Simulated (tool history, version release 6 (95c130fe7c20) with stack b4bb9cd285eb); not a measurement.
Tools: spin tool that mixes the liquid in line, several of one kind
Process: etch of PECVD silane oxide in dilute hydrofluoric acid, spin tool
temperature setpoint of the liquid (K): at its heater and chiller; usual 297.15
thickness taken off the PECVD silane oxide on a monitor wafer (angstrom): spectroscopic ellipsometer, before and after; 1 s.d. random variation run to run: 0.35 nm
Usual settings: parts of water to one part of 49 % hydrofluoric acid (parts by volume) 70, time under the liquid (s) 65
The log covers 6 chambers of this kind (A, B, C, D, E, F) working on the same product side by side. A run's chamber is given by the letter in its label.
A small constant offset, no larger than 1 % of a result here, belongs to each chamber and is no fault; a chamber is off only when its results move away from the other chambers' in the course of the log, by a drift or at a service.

run   hour  temperature setpoint of the liquid (K)  parts of water to one part of 49 % hydrofluoric acid (parts by volume)  time under the liquid (s)  hours since the thermometer was replaced  hours since the hydrofluoric acid flow meter was replaced  read-back film thickness of the PECVD silane oxide reference wafer, read on the same gauge (nm)  thickness taken off the PECVD silane oxide on a monitor wafer (angstrom)
 1E   11.6                                  297.15                                                                      70                         65                                     833.6                                                      508.7                                                                                           130.00                                                                    427.98
 2A   23.2                                  297.15                                                                      70                         65                                     203.9                                                     1757.4                                                                                           130.02                                                                    431.29
      30.7  -- chamber C: hydrofluoric acid flow meter replaced
 3C   33.5                                  297.15                                                                      70                         65                                    2433.7                                                        2.8                                                                                           129.98                                                                    433.93
      35.9  -- chamber A: hydrofluoric acid flow meter replaced
 4B   42.2                                  297.15                                                                      70                         65                                    1715.4                                                      988.0                                                                                           130.00                                                                    429.21
 5F   50.4                                  297.15                                                                      70                         65                                     254.1                                                      212.1                                                                                           130.00                                                                    428.65
 6D   61.3                                  294.15                                                                      40                         65                                    1479.5                                                      665.6                                                                                           129.99                                                                    682.84
 7E   67.0                                  294.15                                                                      40                         65                                     889.0                                                      564.1                                                                                           129.99                                                                    683.37
 8C   77.5                                  294.15                                                                      40                         65                                    2477.7                                                       46.8                                                                                           130.01                                                                    684.32
 9A   85.0                                  294.15                                                                      40                         65                                     265.7                                                       49.2                                                                                           130.03                                                                    701.44
10F   93.7                                  294.15                                                                      40                         65                                     297.4                                                      255.4                                                                                           130.00                                                                    700.48
11B  100.1                                  294.15                                                                      40                         65                                    1773.3                                                     1045.9                                                                                           130.00                                                                    684.68
12D  105.8                                  297.15                                                                      70                         65                                    1524.0                                                      710.1                                                                                           130.01                                                                    434.28
13A  114.1                                  297.15                                                                      70                         65                                     294.8                                                       78.3                                                                                           130.00                                                                    432.25
14D  123.1                                  297.15                                                                      70                         65                                    1541.3                                                      727.4                                                                                           130.03                                                                    431.45
15F  130.5                                  297.15                                                                      70                         65                                     334.2                                                      292.2                                                                                           129.99                                                                    439.10
16C  139.3                                  297.15                                                                      70                         65                                    2539.5                                                      108.6                                                                                           129.98                                                                    433.06
17E  149.3                                  297.15                                                                      70                         65                                     971.3                                                      646.4                                                                                           130.02                                                                    429.72
     151.4  -- chamber C: thermometer replaced
18B  158.3                                  297.15                                                                      70                         65                                    1831.5                                                     1104.1                                                                                           130.01                                                                    429.74
19D  165.3                                  297.15                                                                      70                         65                                    1583.5                                                      769.6                                                                                           130.01                                                                    437.10
20A  174.2                                  297.15                                                                      70                         65                                     354.9                                                      138.4                                                                                           130.00                                                                    435.70
21C  179.3                                  297.15                                                                      70                         65                                      27.9                                                      148.6                                                                                           129.97                                                                    430.62
22B  188.0                                  297.15                                                                      70                         65                                    1861.2                                                     1133.8                                                                                           130.02                                                                    432.52
23F  195.6                                  297.15                                                                      70                         65                                     399.3                                                      357.3                                                                                           130.00                                                                    432.62
24E  207.2                                  297.15                                                                      70                         65                                    1029.2                                                      704.3                                                                                           130.00                                                                    428.35
25C  217.7                                  301.65                                                                      90                         65                                      66.3                                                      187.0                                                                                           130.00                                                                    392.29
26A  226.3                                  301.65                                                                      90                         65                                     407.0                                                      190.5                                                                                           129.99                                                                    383.42
27B  231.3                                  301.65                                                                      90                         65                                    1904.5                                                     1177.1                                                                                           130.01                                                                    385.16
28D  242.0                                  301.65                                                                      90                         65                                    1660.2                                                      846.3                                                                                           130.02                                                                    403.30
29E  252.5                                  301.65                                                                      90                         65                                    1074.5                                                      749.6                                                                                           130.01                                                                    389.07
30F  258.4                                  301.65                                                                      90                         65                                     462.1                                                      420.1                                                                                           130.01                                                                    391.80
31F  264.0                                  295.15                                                                      70                         90                                     467.7                                                      425.7                                                                                           129.98                                                                    559.89
32B  270.0                                  295.15                                                                      70                         90                                    1943.2                                                     1215.8                                                                                           129.99                                                                    551.64
33C  275.5                                  295.15                                                                      70                         90                                     124.1                                                      244.8                                                                                           129.99                                                                    552.02
34D  282.6                                  295.15                                                                      70                         90                                    1700.8                                                      886.9                                                                                           129.99                                                                    576.00
35A  289.7                                  295.15                                                                      70                         90                                     470.4                                                      253.9                                                                                           130.01                                                                    551.88
36E  297.0                                  295.15                                                                      70                         90                                    1119.0                                                      794.1                                                                                           130.00                                                                    545.06
37D  303.9                                  297.15                                                                      70                         65                                    1722.1                                                      908.2                                                                                           130.01                                                                    454.46
38B  312.3                                  297.15                                                                      70                         95                                    1985.5                                                     1258.1                                                                                           129.98                                                                    618.59
39E  318.5                                  297.15                                                                      70                         95                                    1140.5                                                      815.6                                                                                           130.02                                                                    623.49

Does one chamber stand apart from the rest, does the shared gauge drift, or is all well apart from small per-chamber offsets? Give the chamber and the most likely cause, where there is one.

Chamber D drifts away from the others.
Most likely cause: hydrofluoric acid flow above the setpoint (%) = 6.18.
The log may not separate it from: liquid hotter than its thermometer reads (K).

Which of the 4 candidates below, each the usual settings with something changed and its results left as question marks, puts chamber D back in line with what the other chambers give on the usual settings?
Maximum distance from the other chambers' mean on the usual settings for a result to count as in line: thickness taken off the PECVD silane oxide on a monitor wafer (angstrom) 12.00
40D-1  326.8                                  297.65                                                                      70                         65                                                                                                                                                                                                                                                                               ?
40D-2  326.8                                  298.65                                                                      70                         65                                                                                                                                                                                                                                                                               ?
40D-3  326.8                                  295.65                                                                      70                         65                                                                                                                                                                                                                                                                               ?
40D-4  326.8                                  296.65                                                                      70                         65                                                                                                                                                                                                                                                                               ?

Average result of the remaining chambers running the usual settings: thickness taken off the PECVD silane oxide on a monitor wafer (angstrom) 432.28
  run  thickness taken off the PECVD silane oxide on a monitor wafer (angstrom)
40D-1                                                                    472.01
40D-2                                                                    491.43
40D-3                                                                    435.01
40D-4                                                                    453.21
40D-3 puts the chamber back in line with the other chambers.
